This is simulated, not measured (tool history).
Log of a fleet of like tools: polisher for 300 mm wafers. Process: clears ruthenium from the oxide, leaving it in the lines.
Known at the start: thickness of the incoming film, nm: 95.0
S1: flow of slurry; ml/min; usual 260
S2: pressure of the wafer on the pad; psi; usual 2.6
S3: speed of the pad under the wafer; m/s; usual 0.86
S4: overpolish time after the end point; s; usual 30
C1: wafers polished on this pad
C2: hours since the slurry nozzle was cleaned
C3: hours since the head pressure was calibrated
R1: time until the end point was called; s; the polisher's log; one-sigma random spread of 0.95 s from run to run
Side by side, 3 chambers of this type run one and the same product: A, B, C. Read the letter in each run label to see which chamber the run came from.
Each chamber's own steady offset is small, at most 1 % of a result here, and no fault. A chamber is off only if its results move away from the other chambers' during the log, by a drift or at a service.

Run 1B, hour 5.2: usual settings; C1 131; C2 181.6; C3 906.1. Result: R1 73.020 s.
Run 2C, hour 11.1: usual settings; C1 629; C2 257.2; C3 174.5. Result: R1 72.664 s.
Run 3A, hour 17.1: usual settings; C1 433; C2 287.2; C3 335.0. Result: R1 73.932 s.
Run 4C, hour 20.0: usual settings; C1 702; C2 266.1; C3 183.4. Result: R1 70.981 s.
Run 5A, hour 25.0: usual settings but S1 330 ml/min, S3 1.00 m/s; C1 498; C2 295.1; C3 342.9. Result: R1 61.584 s.
Run 6B, hour 31.1: usual settings but S1 330 ml/min, S3 1.00 m/s; C1 343; C2 207.5; C3 932.0. Result: R1 60.805 s.
Run 7C, hour 34.9: usual settings but S1 330 ml/min, S3 1.00 m/s; C1 824; C2 281.0; C3 198.3. Result: R1 59.988 s.
Run 8B, hour 39.1: usual settings; C1 408; C2 215.5; C3 940.0. Result: R1 71.976 s.
Run 9A, hour 44.8: usual settings; C1 660; C2 314.9; C3 362.7. Result: R1 74.879 s.
Run 10B, hour 49.0: usual settings; C1 489; C2 225.4; C3 949.9. Result: R1 71.840 s.
At hour 49.6: chamber C: worn pad replaced by a new one.
Run 11C, hour 52.9: usual settings; C1 27; C2 299.0; C3 216.3. Result: R1 71.322 s.
Run 12A, hour 58.5: usual settings; C1 772; C2 328.6; C3 376.4. Result: R1 74.935 s.
Run 13B, hour 62.9: usual settings; C1 603; C2 239.3; C3 963.8. Result: R1 70.743 s.
Run 14A, hour 66.1: usual settings; C1 834; C2 336.2; C3 384.0. Result: R1 73.717 s.
Run 15C, hour 70.5: usual settings but S2 2.1 psi, S3 0.68 m/s; C1 171; C2 316.6; C3 233.9. Result: R1 113.940 s.
Run 16B, hour 76.4: usual settings but S2 2.1 psi, S3 0.68 m/s; C1 713; C2 252.8; C3 977.3. Result: R1 110.730 s.
Run 17C, hour 82.6: usual settings but S2 2.1 psi, S3 0.68 m/s; C1 270; C2 328.7; C3 246.0. Result: R1 113.790 s.
Run 18A, hour 85.5: usual settings but S1 195 ml/min, S4 44 s; C1 993; C2 355.6; C3 403.4. Result: R1 78.175 s.
Run 19A, hour 90.7: usual settings but S1 195 ml/min, S4 44 s; C1 1035; C2 360.8; C3 408.6. Result: R1 76.445 s.
Run 20B, hour 95.3: usual settings but S1 195 ml/min, S4 44 s; C1 867; C2 271.7; C3 996.2. Result: R1 75.405 s.
Run 21C, hour 98.8: usual settings; C1 402; C2 344.9; C3 262.2. Result: R1 72.227 s.
Run 22C, hour 102.9: usual settings; C1 436; C2 349.0; C3 266.3. Result: R1 72.894 s.
Run 23A, hour 106.9: usual settings; C1 1167; C2 377.0; C3 424.8. Result: R1 77.193 s.
Run 24B, hour 113.1: usual settings; C1 1013; C2 289.5; C3 1014.0. Result: R1 72.395 s.
Run 25B, hour 119.0: usual settings; C1 1061; C2 295.4; C3 1019.9. Result: R1 72.875 s.
Run 26A, hour 122.6: usual settings; C1 1296; C2 392.7; C3 440.5. Result: R1 76.664 s.
At hour 125.6: chamber B: worn pad replaced by a new one.
Run 27C, hour 128.2: usual settings but S1 295 ml/min, S3 0.76 m/s; C1 642; C2 374.3; C3 291.6. Result: R1 80.890 s.
Run 28A, hour 131.9: usual settings but S1 295 ml/min, S3 0.76 m/s; C1 1372; C2 402.0; C3 449.8. Result: R1 86.355 s.
Run 29B, hour 135.4: usual settings but S1 295 ml/min, S3 0.76 m/s; C1 80; C2 311.8; C3 1036.3. Result: R1 79.855 s.
Run 30C, hour 140.9: usual settings; C1 746; C2 387.0; C3 304.3. Result: R1 72.285 s.
Run 31A, hour 145.4: usual settings; C1 1482; C2 415.5; C3 463.3. Result: R1 76.315 s.
Run 32C, hour 149.2: usual settings; C1 814; C2 395.3; C3 312.6. Result: R1 72.005 s.
Run 33B, hour 155.3: usual settings but S4 45 s; C1 243; C2 331.7; C3 1056.2. Result: R1 74.519 s.
Run 34B, hour 159.2: usual settings but S4 45 s; C1 275; C2 335.6; C3 1060.1. Result: R1 72.287 s.
Run 35C, hour 164.7: usual settings but S4 45 s; C1 941; C2 410.8; C3 328.1. Result: R1 72.052 s.
At hour 168.4: chamber C: worn pad replaced by a new one.
Run 36A, hour 170.7: usual settings; C1 1689; C2 440.8; C3 488.6. Result: R1 78.732 s.
Run 37A, hour 176.6: usual settings; C1 1737; C2 446.7; C3 494.5. Result: R1 80.226 s.
Run 38B, hour 182.5: usual settings; C1 465; C2 358.9; C3 1083.4. Result: R1 71.886 s.
Run 39C, hour 187.3: usual settings; C1 154; C2 433.4; C3 350.7. Result: R1 74.182 s.
At hour 188.9: chamber B: slurry nozzle cleaned.
Run 40C, hour 193.3: usual settings; C1 203; C2 439.4; C3 356.7. Result: R1 72.871 s.
Run 41A, hour 196.4: usual settings but S2 3.3 psi, S4 14 s; C1 1899; C2 466.5; C3 514.3. Result: R1 64.279 s.
Run 42B, hour 201.8: usual settings but S2 3.3 psi, S4 14 s; C1 623; C2 12.9; C3 1102.7. Result: R1 56.653 s.

Is one chamber out of step, is the gauge drifting, or do the chambers differ by no more than their own small offsets? For an off chamber, give its letter and the likeliest cause.

Little by little, chamber A moves away from the other chambers.
What lies behind it: removal rate lost through wear of the pad, % = 10.5.
The log may not tell that from: head's pressure below its setpoint, %.

Here are 4 candidates for chamber A's next run, each the usual settings with a change, their results left as question marks. Which one brings its results back in line with what the others give on the usual settings?
Allowed miss from the other chambers' usual-settings mean, per result, to count as in line: R1 3.300 s
Run 43A-1, hour 206.3: usual settings but S2 2.4 psi, S3 0.82 m/s. Result: R1 ?.
Run 43A-2, hour 206.3: usual settings but S3 0.70 m/s. Result: R1 ?.
Run 43A-3, hour 206.3: usual settings but S2 2.9 psi. Result: R1 ?.
Run 43A-4, hour 206.3: usual settings but S1 265 ml/min, S2 2.9 psi, S3 0.94 m/s. Result: R1 ?.

The mean the other chambers reach with the usual settings: R1 72.324 s
  run      R1
43A-1  90.819
43A-2  97.947
43A-3  71.728
43A-4  65.578
With 43A-3, the chamber falls back in line with the rest.
